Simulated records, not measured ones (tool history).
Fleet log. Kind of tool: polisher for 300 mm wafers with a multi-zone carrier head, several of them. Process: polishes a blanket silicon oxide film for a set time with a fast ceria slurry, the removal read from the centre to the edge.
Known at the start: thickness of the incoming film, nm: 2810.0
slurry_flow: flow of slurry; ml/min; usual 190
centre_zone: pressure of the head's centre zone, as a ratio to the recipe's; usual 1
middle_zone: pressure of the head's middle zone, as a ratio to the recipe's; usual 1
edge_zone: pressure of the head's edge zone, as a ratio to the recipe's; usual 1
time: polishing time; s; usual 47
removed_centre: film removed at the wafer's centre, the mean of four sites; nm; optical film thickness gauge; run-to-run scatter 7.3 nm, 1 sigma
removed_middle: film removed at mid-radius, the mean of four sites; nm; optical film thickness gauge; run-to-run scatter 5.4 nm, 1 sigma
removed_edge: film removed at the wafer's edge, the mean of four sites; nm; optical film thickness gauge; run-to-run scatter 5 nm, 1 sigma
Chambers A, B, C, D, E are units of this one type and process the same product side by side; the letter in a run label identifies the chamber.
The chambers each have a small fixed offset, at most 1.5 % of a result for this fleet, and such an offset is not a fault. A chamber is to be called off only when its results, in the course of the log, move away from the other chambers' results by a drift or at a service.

run,hour,slurry_flow,centre_zone,middle_zone,edge_zone,time,wafers polished on this pad,hours since the slurry nozzle was cleaned,hours since the centre zone pressure was calibrated,hours since the edge zone pressure was calibrated,removed_centre,removed_middle,removed_edge
1D,4.7,190,1,1,1,47,886,256.5,219.3,1157.4,538.98,555.5,555.67
2A,12.1,190,1,1,1,47,811,231,636,441.4,549.45,558.52,556.36
3B,16.7,190,1,1,1,47,245,530.2,509.5,266.3,541.38,541.22,552.57
4E,21.4,190,1,1,1,47,443,339.5,398,960.3,555.73,546.17,551.06
# hour 26.7: chamber D: worn pad replaced by a new one
5C,27.2,190,1,1,1,47,622,377.9,818.2,354.6,544.18,547.41,551.45
6A,33.4,190,1,1,1,47,960,252.3,657.3,462.7,539.76,544.14,547.15
7C,37.2,190,1,1,1,47,693,387.9,828.2,364.6,548.13,559.12,561.61
8B,41.5,190,1,1,1,47,419,555,534.3,291.1,549.19,545.11,557.86
9D,48.3,190,1,1,1,47,151,300.1,262.9,1201,547.56,552.74,549.85
10E,54,190,1,1,1,47,672,372.1,430.6,992.9,553.82,541.26,540.53
11B,60,190,1,1,1,47,549,573.5,552.8,309.6,534.27,554.47,547.46
# hour 62.6: chamber E: worn pad replaced by a new one
12E,63.8,190,1,1,1,47,8,381.9,440.4,1002.7,551.28,548.34,547.81
# hour 70: chamber B: slurry nozzle cleaned
13C,71,190,1,1,1,47,930,421.7,862,398.4,548.37,556.64,555.51
14A,75.1,190,1,1,1,47,1253,294,699,504.4,535.75,547.82,542.01
15D,81.1,190,1,1,1,47,381,332.9,295.7,1233.8,552.27,548.96,556.4
# hour 84.6: chamber A: worn pad replaced by a new one
16A,88.7,190,1,1,1,47,29,307.6,712.6,518,546.91,540.85,537.41
17C,95.4,190,1,1,1,47,1101,446.1,886.4,422.8,558.01,551.35,556.61
18B,99.7,190,1,1,1,47,827,29.8,592.5,349.3,564.42,560.14,540.21
19D,103.1,190,1,1,1,47,535,354.9,317.7,1255.8,551.06,553.41,552.01
# hour 104.4: chamber C: worn pad replaced by a new one
20E,110.2,190,1,1,1,47,334,428.3,486.8,1049.1,547.27,537.14,554.64
21A,117.2,190,1,1,1,47,228,336.1,741.1,546.5,534.52,535.3,534.12
22D,120.8,190,1,1,1,47,660,372.6,335.4,1273.5,557.41,553.33,549
23E,126.7,190,1,1,1,47,449,444.8,503.3,1065.6,550.65,528.09,543.96
# hour 127.2: chamber C: slurry nozzle cleaned
24C,133.9,190,1,1,1,47,207,6.7,924.9,461.3,541.62,541.57,537.89
25B,141,130,1,1,1,47,1117,71.1,633.8,390.6,518.59,510.34,518.84
26C,148,130,1,1,1,47,305,20.8,939,475.4,509.86,511.12,516.49
# hour 149.4: chamber E: worn pad replaced by a new one
27E,153.1,130,1,1,1,47,26,471.2,529.7,1092,507.19,510.48,527.38
# hour 155.4: chamber D: worn pad replaced by a new one
# hour 157.1: chamber D: centre zone pressure recalibrated
28B,160.7,130,1,1,1,47,1255,90.8,653.5,410.3,503.68,516.15,525.56
# hour 162.3: chamber B: worn pad replaced by a new one
29A,166.9,130,1,1,1,47,577,385.8,790.8,596.2,477.6,484.43,502.49
30D,170.5,190,1,1,1,47,106,422.3,13.5,1323.2,542.89,560.23,559.81
31C,178,190,1,1,1,47,516,50.8,969,505.4,544.29,558.96,548.93
32E,184.1,190,0.94,1,1,47,244,502.2,560.7,1123,514.82,542.81,549.17
33A,187.8,190,0.94,1,1,47,724,406.7,811.7,617.1,483.13,534.69,527.16
34D,191.9,190,0.94,1,1,47,256,443.7,34.9,1344.6,514.97,550.2,557.6
35B,199.3,190,0.94,1,1,47,260,129.4,692.1,448.9,511.26,556.69,551.09
36B,206.2,190,0.94,1,1,47,308,136.3,699,455.8,514.6,551.06,545.28
37C,209.6,190,1,1,1,47,737,82.4,1000.6,537,553.32,558.11,547.68
38A,217,190,1,1,1,47,928,435.9,840.9,646.3,500.21,530.88,523.87
39D,220.5,190,1,1,1,47,457,472.3,63.5,1373.2,556.25,548.19,553.43

Predict what each chamber gives when all 5 of them run the settings below next.
40A,226,190,1,1,1,47,,,,,?,?,?
40B,226,190,1,1,1,47,,,,,?,?,?
40C,226,190,1,1,1,47,,,,,?,?,?
40D,226,190,1,1,1,47,,,,,?,?,?
40E,226,190,1,1,1,47,,,,,?,?,?

run,removed_centre,removed_middle,removed_edge
40A,512.61,518.22,518.85
40B,553.36,552.71,555.23
40C,548.43,557.56,557.04
40D,545.06,552.59,561.9
40E,536.44,541.81,556.72
